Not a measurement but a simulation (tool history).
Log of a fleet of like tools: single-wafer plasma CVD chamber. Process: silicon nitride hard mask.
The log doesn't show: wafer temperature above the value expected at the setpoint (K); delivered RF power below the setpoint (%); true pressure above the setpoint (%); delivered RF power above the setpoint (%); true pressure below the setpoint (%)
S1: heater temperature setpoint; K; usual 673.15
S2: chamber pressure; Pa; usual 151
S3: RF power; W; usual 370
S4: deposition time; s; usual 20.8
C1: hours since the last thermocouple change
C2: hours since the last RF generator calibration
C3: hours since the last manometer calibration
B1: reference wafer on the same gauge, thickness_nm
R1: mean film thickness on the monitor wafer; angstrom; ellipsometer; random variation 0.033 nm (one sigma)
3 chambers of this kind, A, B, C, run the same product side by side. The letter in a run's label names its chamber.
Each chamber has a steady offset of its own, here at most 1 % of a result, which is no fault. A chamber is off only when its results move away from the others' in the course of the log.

Run 1C, hour 2.2: usual settings; C1 157.1; C2 745.6; C3 1200.8; B1 26.804. Result: R1 246.50 angstrom.
Run 2B, hour 5.9: usual settings; C1 270.0; C2 447.8; C3 171.5; B1 26.802. Result: R1 246.01 angstrom.
Run 3A, hour 8.2: usual settings; C1 449.7; C2 178.4; C3 212.7; B1 26.789. Result: R1 244.96 angstrom.
Run 4C, hour 12.8: usual settings; C1 167.7; C2 756.2; C3 1211.4; B1 26.792. Result: R1 246.02 angstrom.
Run 5A, hour 17.1: usual settings but S1 686.15 K, S2 139 Pa; C1 458.6; C2 187.3; C3 221.6; B1 26.788. Result: R1 236.81 angstrom.
Run 6B, hour 21.9: usual settings but S1 686.15 K, S2 139 Pa; C1 286.0; C2 463.8; C3 187.5; B1 26.792. Result: R1 237.50 angstrom.
Run 7A, hour 25.1: usual settings but S1 686.15 K, S2 139 Pa; C1 466.6; C2 195.3; C3 229.6; B1 26.774. Result: R1 236.28 angstrom.
Run 8B, hour 28.0: usual settings; C1 292.1; C2 469.9; C3 193.6; B1 26.775. Result: R1 245.72 angstrom.
Run 9C, hour 31.2: usual settings; C1 186.1; C2 774.6; C3 1229.8; B1 26.773. Result: R1 245.75 angstrom.
Run 10A, hour 34.7: usual settings; C1 476.2; C2 204.9; C3 239.2; B1 26.768. Result: R1 244.70 angstrom.
Run 11C, hour 37.0: usual settings; C1 191.9; C2 780.4; C3 1235.6; B1 26.767. Result: R1 246.04 angstrom.
Run 12B, hour 41.7: usual settings; C1 305.8; C2 483.6; C3 207.3; B1 26.765. Result: R1 245.02 angstrom.
Run 13B, hour 44.8: usual settings; C1 308.9; C2 486.7; C3 210.4; B1 26.759. Result: R1 245.61 angstrom.
Run 14C, hour 47.7: usual settings; C1 202.6; C2 791.1; C3 1246.3; B1 26.762. Result: R1 246.24 angstrom.
Run 15A, hour 51.8: usual settings; C1 493.3; C2 222.0; C3 256.3; B1 26.760. Result: R1 244.81 angstrom.
Run 16B, hour 54.2: usual settings; C1 318.3; C2 496.1; C3 219.8; B1 26.745. Result: R1 245.33 angstrom.
Run 17C, hour 57.8: usual settings but S2 168 Pa, S3 410 W; C1 212.7; C2 801.2; C3 1256.4; B1 26.747. Result: R1 270.77 angstrom.
Run 18A, hour 61.2: usual settings but S2 168 Pa, S3 410 W; C1 502.7; C2 231.4; C3 265.7; B1 26.746. Result: R1 269.17 angstrom.
Run 19C, hour 64.2: usual settings but S2 168 Pa, S3 410 W; C1 219.1; C2 807.6; C3 1262.8; B1 26.744. Result: R1 271.09 angstrom.
Run 20A, hour 66.4: usual settings; C1 507.9; C2 236.6; C3 270.9; B1 26.736. Result: R1 244.70 angstrom.
Run 21B, hour 69.8: usual settings; C1 333.9; C2 511.7; C3 235.4; B1 26.739. Result: R1 245.43 angstrom.
Run 22C, hour 73.7: usual settings; C1 228.6; C2 817.1; C3 1272.3; B1 26.725. Result: R1 245.40 angstrom.
Run 23B, hour 77.1: usual settings; C1 341.2; C2 519.0; C3 242.7; B1 26.724. Result: R1 245.70 angstrom.
Run 24A, hour 79.3: usual settings; C1 520.8; C2 249.5; C3 283.8; B1 26.720. Result: R1 244.46 angstrom.
Run 25C, hour 82.9: usual settings; C1 237.8; C2 826.3; C3 1281.5; B1 26.726. Result: R1 245.62 angstrom.
Run 26A, hour 87.3: usual settings; C1 528.8; C2 257.5; C3 291.8; B1 26.708. Result: R1 244.10 angstrom.
Run 27B, hour 90.3: usual settings; C1 354.4; C2 532.2; C3 255.9; B1 26.718. Result: R1 244.87 angstrom.
Run 28C, hour 95.0: usual settings; C1 249.9; C2 838.4; C3 1293.6; B1 26.716. Result: R1 246.24 angstrom.
Run 29B, hour 99.0: usual settings; C1 363.1; C2 540.9; C3 264.6; B1 26.706. Result: R1 245.47 angstrom.
Run 30A, hour 102.6: usual settings; C1 544.1; C2 272.8; C3 307.1; B1 26.710. Result: R1 244.43 angstrom.
Run 31A, hour 106.6: usual settings; C1 548.1; C2 276.8; C3 311.1; B1 26.700. Result: R1 244.19 angstrom.
Run 32C, hour 111.5: usual settings; C1 266.4; C2 854.9; C3 1310.1; B1 26.701. Result: R1 245.68 angstrom.
Run 33B, hour 114.0: usual settings; C1 378.1; C2 555.9; C3 279.6; B1 26.696. Result: R1 244.84 angstrom.
Run 34B, hour 117.3: usual settings; C1 381.4; C2 559.2; C3 282.9; B1 26.695. Result: R1 245.53 angstrom.
Run 35A, hour 121.3: usual settings; C1 562.8; C2 291.5; C3 325.8; B1 26.687. Result: R1 243.41 angstrom.
Run 36C, hour 125.9: usual settings; C1 280.8; C2 869.3; C3 1324.5; B1 26.685. Result: R1 246.14 angstrom.
Run 37C, hour 129.6: usual settings; C1 284.5; C2 873.0; C3 1328.2; B1 26.672. Result: R1 245.39 angstrom.
Run 38A, hour 133.5: usual settings; C1 575.0; C2 303.7; C3 338.0; B1 26.678. Result: R1 243.94 angstrom.
Run 39B, hour 136.0: usual settings; C1 400.1; C2 577.9; C3 301.6; B1 26.678. Result: R1 244.12 angstrom.
Run 40A, hour 140.1: usual settings; C1 581.6; C2 310.3; C3 344.6; B1 26.670. Result: R1 244.38 angstrom.
Run 41C, hour 142.5: usual settings; C1 297.4; C2 885.9; C3 1341.1; B1 26.662. Result: R1 245.82 angstrom.
Run 42B, hour 146.8: usual settings; C1 410.9; C2 588.7; C3 312.4; B1 26.673. Result: R1 244.70 angstrom.
Run 43B, hour 149.1: usual settings; C1 413.2; C2 591.0; C3 314.7; B1 26.658. Result: R1 244.89 angstrom.
Run 44A, hour 153.1: usual settings; C1 594.6; C2 323.3; C3 357.6; B1 26.657. Result: R1 243.63 angstrom.

All 3 chambers run these settings next. Forecast each chamber's results:
Run 45A, hour 156.6: usual settings but S3 435 W. Result: R1 ?.
Run 45B, hour 156.6: usual settings but S3 435 W. Result: R1 ?.
Run 45C, hour 156.6: usual settings but S3 435 W. Result: R1 ?.

run      R1
45A  268.85
45B  269.85
45C  269.26

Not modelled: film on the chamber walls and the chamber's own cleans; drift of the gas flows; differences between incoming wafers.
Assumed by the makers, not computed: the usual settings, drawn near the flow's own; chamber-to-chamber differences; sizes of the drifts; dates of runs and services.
